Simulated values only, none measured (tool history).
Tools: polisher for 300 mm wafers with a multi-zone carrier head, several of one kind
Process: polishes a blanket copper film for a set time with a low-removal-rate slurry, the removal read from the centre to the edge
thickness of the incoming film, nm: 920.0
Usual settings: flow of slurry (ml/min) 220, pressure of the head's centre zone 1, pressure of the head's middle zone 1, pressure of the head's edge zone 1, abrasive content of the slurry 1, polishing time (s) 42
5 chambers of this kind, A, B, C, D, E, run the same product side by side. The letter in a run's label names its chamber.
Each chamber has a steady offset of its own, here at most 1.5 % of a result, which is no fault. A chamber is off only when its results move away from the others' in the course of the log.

run	hour	flow of slurry (ml/min)	pressure of the head's centre zone	pressure of the head's middle zone	pressure of the head's edge zone	abrasive content of the slurry	polishing time (s)	film removed at the wafer's centre (nm)	film removed at mid-radius (nm)	film removed at the wafer's edge (nm)
# hour 1.5: chamber C: worn pad replaced by a new one
1D	3.8	220	1	1	1	1	42	93.497	92.686	91.744
2B	10.5	220	1	1	1	1	42	93.784	90.57	92.723
3E	19	220	1	1	1	1	42	92.974	91.431	91.679
# hour 20.6: chamber B: worn pad replaced by a new one
4C	22.8	220	1	1	1	1	42	90.727	92.982	90.267
5A	27.7	220	1	1.09	1.07	1	42	91.727	101.23	94.001
6E	32.7	220	1	1.09	1.07	1	42	92.407	100.15	95.307
# hour 36: chamber B: edge zone pressure recalibrated
7C	38.3	220	1	1.09	1.07	1	42	90.938	101.37	95.226
8A	42.9	220	1	1.09	1.07	1	42	94.269	100.25	94.052
9D	49.6	220	1	1.09	1.07	1	42	93.893	100.26	98.076
10B	55.2	220	1	1	1	1	42	92.796	92.627	93.54
11D	61.2	220	1	1	1	1	42	92.057	92.884	94.937
# hour 64.9: chamber D: worn pad replaced by a new one
12E	66.4	220	0.93	1	1	1	29	58.994	62.649	62.496
13C	73.9	220	0.93	1	1	1	29	57.564	63.643	63.321
# hour 74.1: chamber D: centre zone pressure recalibrated
14A	81	220	0.93	1	1	1	29	58.371	63.322	63.84
# hour 81.4: chamber C: worn pad replaced by a new one
15B	89.4	220	0.93	1	1	1	29	60.01	63.719	64.433
# hour 90.3: chamber B: worn pad replaced by a new one
16D	95.7	220	0.93	1	1	1	29	59.081	64.107	65.276
# hour 96.5: chamber A: worn pad replaced by a new one
17B	103.1	220	1.11	1	1	0.75	42	96.49	85.631	86.544
18A	110.3	220	1.11	1	1	0.75	42	98.582	86.832	85.786
19E	117.9	220	1.11	1	1	0.75	42	92.83	83.721	82.655
20C	125.7	220	1.11	1	1	0.75	42	96.624	85.916	87.248
21C	133.3	220	1.11	1	1	0.75	42	95.541	88.164	86.906
22D	137.6	220	1	1	1	1	42	93.546	93.577	93.186
# hour 139.9: chamber A: slurry nozzle cleaned
# hour 140.8: chamber C: slurry nozzle cleaned
23B	145.6	220	1	1	1	1	42	91.051	91.467	91.262
# hour 150.1: chamber C: worn pad replaced by a new one
24E	152.8	220	1	1	1	1	42	85.957	86.68	87.928
# hour 154.2: chamber B: worn pad replaced by a new one
25A	158.4	220	1	1	1	1	42	92.912	93.659	92.364
26B	163	220	1	1	1	1	42	93.487	92.358	91.268
27A	167.6	220	1	1	1	1	42	91.313	91.526	91.769
28C	172.9	160	1	1	0.92	1	42	85.326	89.57	85.548
29E	180.8	160	1	1	0.92	1	42	80.139	80.868	79.086
30D	188	160	1	1	0.92	1	42	85.628	87.887	84.875
31C	196.6	160	1	1	0.92	1	42	85.314	88.238	84.035
32A	201.9	160	1	1	0.92	1	42	86.904	88.569	83.542
33B	207.7	220	1	1	1	1	42	92.006	91.948	91.835
34E	212.4	220	1	1	1	1	42	83.632	83.604	84.925

All 5 chambers run these settings next. Forecast each chamber's results:
35A	218.6	220	1	1	1	1	42	?	?	?
35B	218.6	220	1	1	1	1	42	?	?	?
35C	218.6	220	1	1	1	1	42	?	?	?
35D	218.6	220	1	1	1	1	42	?	?	?
35E	218.6	220	1	1	1	1	42	?	?	?

run	film removed at the wafer's centre (nm)	film removed at mid-radius (nm)	film removed at the wafer's edge (nm)
35A	92.397	92.94	91.017
35B	92.889	91.484	94.775
35C	88.919	92.778	91.662
35D	92.357	91.573	92.124
35E	80.664	82.611	84.436

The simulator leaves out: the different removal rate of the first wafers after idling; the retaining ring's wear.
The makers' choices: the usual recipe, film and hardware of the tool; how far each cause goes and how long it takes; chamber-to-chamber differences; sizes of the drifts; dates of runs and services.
